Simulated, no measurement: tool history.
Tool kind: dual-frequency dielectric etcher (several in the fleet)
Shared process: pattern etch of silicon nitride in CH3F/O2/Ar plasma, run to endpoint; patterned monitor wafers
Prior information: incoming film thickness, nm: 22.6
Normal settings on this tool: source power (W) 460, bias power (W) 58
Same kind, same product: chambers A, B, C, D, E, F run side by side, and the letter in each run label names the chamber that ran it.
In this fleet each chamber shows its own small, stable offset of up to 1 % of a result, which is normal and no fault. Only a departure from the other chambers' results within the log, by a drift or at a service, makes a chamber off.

Run 1E, hour 6.7: usual settings. Result: endpoint time (s) 33.354.
Run 2F, hour 15.2: usual settings. Result: endpoint time (s) 33.296.
Run 3B, hour 24: usual settings. Result: endpoint time (s) 33.186.
Run 4A, hour 32.1: usual settings. Result: endpoint time (s) 33.695.
Run 5C, hour 38.6: usual settings. Result: endpoint time (s) 33.471.
Run 6D, hour 49: usual settings. Result: endpoint time (s) 33.317.
Run 7E, hour 55.2: usual settings. Result: endpoint time (s) 33.325.
Run 8F, hour 66.8: usual settings. Result: endpoint time (s) 33.094.
Run 9D, hour 72.6: usual settings. Result: endpoint time (s) 33.363.
Run 10B, hour 80.7: usual settings but bias power (W) 64. Result: endpoint time (s) 32.243.
Run 11C, hour 91.2: usual settings but bias power (W) 64. Result: endpoint time (s) 32.565.
Run 12A, hour 99.9: usual settings but bias power (W) 64. Result: endpoint time (s) 32.673.
Run 13E, hour 110.4: usual settings but bias power (W) 64. Result: endpoint time (s) 32.284.
Run 14B, hour 121.9: usual settings but bias power (W) 64. Result: endpoint time (s) 32.264.
At hour 132.1: chamber E: wet clean of the chamber.
Run 15A, hour 132.1: usual settings but bias power (W) 64. Result: endpoint time (s) 32.566.
Run 16C, hour 143.2: usual settings. Result: endpoint time (s) 33.962.
Run 17F, hour 152.4: usual settings. Result: endpoint time (s) 33.312.
Run 18D, hour 158.3: usual settings. Result: endpoint time (s) 33.419.
Run 19E, hour 169.5: usual settings. Result: endpoint time (s) 33.418.
Run 20F, hour 180.2: usual settings. Result: endpoint time (s) 33.041.
Run 21D, hour 186.4: usual settings. Result: endpoint time (s) 33.321.
Run 22B, hour 192.2: usual settings. Result: endpoint time (s) 33.139.
Run 23C, hour 204.1: usual settings. Result: endpoint time (s) 34.104.
Run 24A, hour 215.3: usual settings. Result: endpoint time (s) 33.73.
Run 25C, hour 225.9: usual settings. Result: endpoint time (s) 34.429.
Run 26A, hour 237.7: usual settings. Result: endpoint time (s) 33.692.
Run 27E, hour 244.3: usual settings. Result: endpoint time (s) 33.311.
Run 28B, hour 254.4: usual settings. Result: endpoint time (s) 33.218.
Run 29F, hour 265: usual settings. Result: endpoint time (s) 33.081.
At hour 271.7: chamber A: wet clean of the chamber.
Run 30D, hour 274.6: usual settings. Result: endpoint time (s) 33.14.
Run 31F, hour 283.3: usual settings but bias power (W) 69. Result: endpoint time (s) 31.043.
Run 32D, hour 291.5: usual settings but bias power (W) 69. Result: endpoint time (s) 31.651.
Run 33E, hour 302: usual settings but bias power (W) 69. Result: endpoint time (s) 31.715.
Run 34B, hour 313.4: usual settings but bias power (W) 69. Result: endpoint time (s) 31.454.
Run 35C, hour 320.9: usual settings but bias power (W) 69. Result: endpoint time (s) 32.976.
Run 36A, hour 327.6: usual settings but bias power (W) 69. Result: endpoint time (s) 31.655.
At hour 335.8: chamber F: wet clean of the chamber.
Run 37C, hour 337.2: usual settings. Result: endpoint time (s) 35.114.
Run 38D, hour 347.3: usual settings. Result: endpoint time (s) 33.327.
Run 39F, hour 353.3: usual settings but bias power (W) 67. Result: endpoint time (s) 31.907.
Run 40B, hour 364.8: usual settings but bias power (W) 67. Result: endpoint time (s) 32.045.
Run 41A, hour 374.9: usual settings but bias power (W) 67. Result: endpoint time (s) 31.963.
Run 42E, hour 383.7: usual settings but bias power (W) 67. Result: endpoint time (s) 31.785.

Which is it: a chamber that has drifted or been left off by a service, a gauge drift common to all chambers, or only each chamber's usual small offset? If a chamber is off, name it and its likeliest cause.

Little by little, chamber C moves away from the other chambers.
What lies behind it: etch rate under this chamber's usual, % = 5.32.

Which of the 4 candidates below, each the usual settings with something changed and its results left as question marks, puts chamber C back in line with what the other chambers give on the usual settings?
A result is in line if it is within this distance of the other chambers' mean on the usual settings: endpoint time (s) 0.53
Run 43C-1, hour 392.8: usual settings but source power (W) 480, bias power (W) 60. Result: endpoint time (s) ?.
Run 43C-2, hour 392.8: usual settings but bias power (W) 68. Result: endpoint time (s) ?.
Run 43C-3, hour 392.8: usual settings but source power (W) 420, bias power (W) 54. Result: endpoint time (s) ?.
Run 43C-4, hour 392.8: usual settings but source power (W) 440, bias power (W) 56. Result: endpoint time (s) ?.

On the usual settings, the other chambers give on average: endpoint time (s) 33.342
  run  endpoint time (s)
43C-1             34.302
43C-2             33.459
43C-3             37.334
43C-4             36.254
Change 43C-2 lands the chamber within the allowed miss of the other chambers.
